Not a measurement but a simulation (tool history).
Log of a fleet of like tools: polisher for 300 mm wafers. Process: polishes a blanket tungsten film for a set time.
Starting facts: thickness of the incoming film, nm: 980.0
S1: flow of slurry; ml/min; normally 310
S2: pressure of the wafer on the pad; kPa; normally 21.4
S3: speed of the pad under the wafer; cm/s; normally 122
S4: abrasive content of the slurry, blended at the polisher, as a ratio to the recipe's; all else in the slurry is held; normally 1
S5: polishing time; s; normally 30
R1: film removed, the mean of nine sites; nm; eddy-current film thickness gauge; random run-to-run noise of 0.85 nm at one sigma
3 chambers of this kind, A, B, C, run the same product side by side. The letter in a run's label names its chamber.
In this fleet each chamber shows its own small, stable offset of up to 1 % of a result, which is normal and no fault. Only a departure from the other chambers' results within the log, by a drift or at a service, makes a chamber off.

{"run": "1A", "hour": 9.1, "S1": 310, "S2": 21.4, "S3": 122, "S4": 1, "S5": 30, "R1": 137.37}
{"run": "2B", "hour": 15.1, "S1": 310, "S2": 21.4, "S3": 122, "S4": 1, "S5": 30, "R1": 138.05}
{"hour": 19.9, "done": "chamber C: worn pad replaced by a new one"}
{"run": "3C", "hour": 26.4, "S1": 310, "S2": 21.4, "S3": 122, "S4": 1, "S5": 30, "R1": 136.76}
{"run": "4C", "hour": 32.7, "S1": 310, "S2": 21.4, "S3": 122, "S4": 1, "S5": 30, "R1": 137.25}
{"hour": 33.2, "done": "chamber A: slurry tank refilled with fresh slurry and peroxide"}
{"hour": 43.6, "done": "chamber B: worn pad replaced by a new one"}
{"run": "5A", "hour": 43.9, "S1": 310, "S2": 21.4, "S3": 122, "S4": 1, "S5": 30, "R1": 136.71}
{"run": "6B", "hour": 49.6, "S1": 310, "S2": 21.4, "S3": 122, "S4": 1, "S5": 30, "R1": 138.67}
{"run": "7C", "hour": 61.8, "S1": 310, "S2": 21.4, "S3": 122, "S4": 1, "S5": 30, "R1": 137.17}
{"hour": 63.5, "done": "chamber A: worn pad replaced by a new one"}
{"run": "8A", "hour": 70.4, "S1": 310, "S2": 17.2, "S3": 122, "S4": 1, "S5": 30, "R1": 110.34}
{"run": "9B", "hour": 82.2, "S1": 310, "S2": 17.2, "S3": 122, "S4": 1, "S5": 30, "R1": 109.68}
{"hour": 90.0, "done": "chamber B: slurry blender recalibrated"}
{"run": "10C", "hour": 93.8, "S1": 310, "S2": 17.2, "S3": 122, "S4": 1, "S5": 30, "R1": 109.81}
{"hour": 95.3, "done": "chamber C: worn pad replaced by a new one"}
{"run": "11B", "hour": 104.7, "S1": 310, "S2": 21.4, "S3": 122, "S4": 1, "S5": 30, "R1": 137.56}
{"hour": 108.6, "done": "chamber B: worn pad replaced by a new one"}
{"run": "12A", "hour": 115.9, "S1": 310, "S2": 21.4, "S3": 122, "S4": 1, "S5": 30, "R1": 137.72}
{"hour": 118.3, "done": "chamber C: slurry blender recalibrated"}
{"hour": 122.0, "done": "chamber A: slurry tank refilled with fresh slurry and peroxide"}
{"run": "13B", "hour": 126.1, "S1": 310, "S2": 21.4, "S3": 122, "S4": 1, "S5": 30, "R1": 138.18}
{"run": "14A", "hour": 132.4, "S1": 310, "S2": 21.4, "S3": 122, "S4": 1, "S5": 30, "R1": 136.41}
{"hour": 137.3, "done": "chamber B: slurry tank refilled with fresh slurry and peroxide"}
{"run": "15C", "hour": 138.1, "S1": 310, "S2": 21.4, "S3": 122, "S4": 1, "S5": 30, "R1": 136.11}
{"run": "16A", "hour": 147.4, "S1": 310, "S2": 21.4, "S3": 122, "S4": 1, "S5": 30, "R1": 136.98}
{"hour": 148.9, "done": "chamber A: worn pad replaced by a new one"}
{"run": "17B", "hour": 156.9, "S1": 310, "S2": 24.8, "S3": 122, "S4": 1, "S5": 30, "R1": 159.32}
{"run": "18C", "hour": 165.6, "S1": 310, "S2": 24.8, "S3": 122, "S4": 1, "S5": 30, "R1": 159.4}
{"hour": 167.3, "done": "chamber C: worn pad replaced by a new one"}
{"run": "19B", "hour": 177.3, "S1": 310, "S2": 24.8, "S3": 122, "S4": 1, "S5": 30, "R1": 160.22}
{"hour": 179.1, "done": "chamber A: head pressure recalibrated"}
{"run": "20A", "hour": 184.7, "S1": 310, "S2": 21.4, "S3": 122, "S4": 1, "S5": 30, "R1": 126.18}
{"hour": 187.5, "done": "chamber B: worn pad replaced by a new one"}
{"hour": 188.8, "done": "chamber C: slurry tank refilled with fresh slurry and peroxide"}
{"run": "21C", "hour": 194.5, "S1": 360, "S2": 21.4, "S3": 122, "S4": 1, "S5": 21, "R1": 96.768}
{"run": "22C", "hour": 204.2, "S1": 360, "S2": 21.4, "S3": 122, "S4": 1, "S5": 21, "R1": 96.313}
{"run": "23B", "hour": 214.0, "S1": 360, "S2": 21.4, "S3": 122, "S4": 1, "S5": 21, "R1": 96.638}
{"run": "24A", "hour": 220.2, "S1": 310, "S2": 21.4, "S3": 122, "S4": 1, "S5": 30, "R1": 125.87}
{"hour": 226.5, "done": "chamber C: slurry nozzle cleaned"}
{"run": "25C", "hour": 230.2, "S1": 310, "S2": 21.4, "S3": 122, "S4": 1, "S5": 30, "R1": 138.15}
{"hour": 232.9, "done": "chamber A: worn pad replaced by a new one"}
{"hour": 233.5, "done": "chamber B: head pressure recalibrated"}
{"hour": 234.9, "done": "chamber C: worn pad replaced by a new one"}
{"run": "26A", "hour": 238.4, "S1": 310, "S2": 21.4, "S3": 122, "S4": 1, "S5": 30, "R1": 126.6}
{"hour": 238.6, "done": "chamber A: slurry tank refilled with fresh slurry and peroxide"}
{"run": "27B", "hour": 244.3, "S1": 310, "S2": 21.4, "S3": 122, "S4": 1, "S5": 30, "R1": 139.22}
{"hour": 249.3, "done": "chamber C: slurry blender recalibrated"}
{"hour": 252.1, "done": "chamber B: worn pad replaced by a new one"}
{"run": "28B", "hour": 252.6, "S1": 405, "S2": 18.6, "S3": 122, "S4": 1, "S5": 30, "R1": 123.01}
{"run": "29C", "hour": 260.8, "S1": 405, "S2": 18.6, "S3": 122, "S4": 1, "S5": 30, "R1": 120.28}
{"hour": 263.7, "done": "chamber B: slurry nozzle cleaned"}
{"hour": 264.2, "done": "chamber B: slurry blender recalibrated"}
{"run": "30A", "hour": 267.6, "S1": 405, "S2": 18.6, "S3": 122, "S4": 1, "S5": 30, "R1": 112.63}
{"run": "31B", "hour": 279.0, "S1": 310, "S2": 21.4, "S3": 122, "S4": 1, "S5": 30, "R1": 137.91}
{"run": "32C", "hour": 284.6, "S1": 310, "S2": 21.4, "S3": 122, "S4": 1, "S5": 30, "R1": 137.03}
{"run": "33A", "hour": 294.8, "S1": 310, "S2": 21.4, "S3": 122, "S4": 1, "S5": 30, "R1": 127.08}
{"hour": 299.5, "done": "chamber A: slurry nozzle cleaned"}
{"run": "34B", "hour": 306.0, "S1": 310, "S2": 21.4, "S3": 122, "S4": 1, "S5": 30, "R1": 138.5}
{"hour": 306.2, "done": "chamber B: slurry tank refilled with fresh slurry and peroxide"}
{"hour": 306.4, "done": "chamber A: worn pad replaced by a new one"}
{"hour": 309.8, "done": "chamber C: worn pad replaced by a new one"}
{"run": "35C", "hour": 312.4, "S1": 310, "S2": 21.4, "S3": 122, "S4": 1, "S5": 30, "R1": 137.67}
{"hour": 317.8, "done": "chamber B: worn pad replaced by a new one"}
{"run": "36A", "hour": 320.7, "S1": 310, "S2": 21.4, "S3": 122, "S4": 1, "S5": 30, "R1": 125.61}
{"run": "37B", "hour": 331.9, "S1": 310, "S2": 21.4, "S3": 122, "S4": 1, "S5": 30, "R1": 137.29}
{"run": "38C", "hour": 341.6, "S1": 310, "S2": 21.4, "S3": 122, "S4": 1, "S5": 30, "R1": 136.72}
{"run": "39A", "hour": 351.2, "S1": 310, "S2": 21.4, "S3": 122, "S4": 1, "S5": 30, "R1": 125.93}
{"hour": 356.9, "done": "chamber A: slurry tank refilled with fresh slurry and peroxide"}
{"run": "40A", "hour": 360.5, "S1": 310, "S2": 21.4, "S3": 122, "S4": 1, "S5": 30, "R1": 124.11}

Decide between three cases: one chamber stands off from its peers, the gauge reading all wafers drifts, or nothing is wrong past each chamber's small offset. Where a chamber is off, say which and what most likely put it there.

A service on chamber A put it out of line with the rest.
What lies behind it: head's pressure below its setpoint, % = 8.06.

Here are 4 candidates for chamber A's next run, each the usual settings with a change, their results left as question marks. Which one brings its results back in line with what the others give on the usual settings?
In-line tolerance around the mean of the other chambers on the usual settings: R1 3.000 nm
{"run": "41A-1", "hour": 369.5, "S1": 310, "S2": 22.1, "S3": 128, "S4": 1, "S5": 30, "R1": "?"}
{"run": "41A-2", "hour": 369.5, "S1": 310, "S2": 21.4, "S3": 116, "S4": 1, "S5": 29, "R1": "?"}
{"run": "41A-3", "hour": 369.5, "S1": 310, "S2": 21.4, "S3": 140, "S4": 1, "S5": 30, "R1": "?"}
{"run": "41A-4", "hour": 369.5, "S1": 310, "S2": 20.0, "S3": 116, "S4": 1, "S5": 29, "R1": "?"}

Mean of the other chambers on the usual settings: R1 137.160 nm
run=41A-1 R1=136.400
run=41A-2 R1=115.690
run=41A-3 R1=144.640
run=41A-4 R1=108.280
With 41A-1, the chamber falls back in line with the rest.
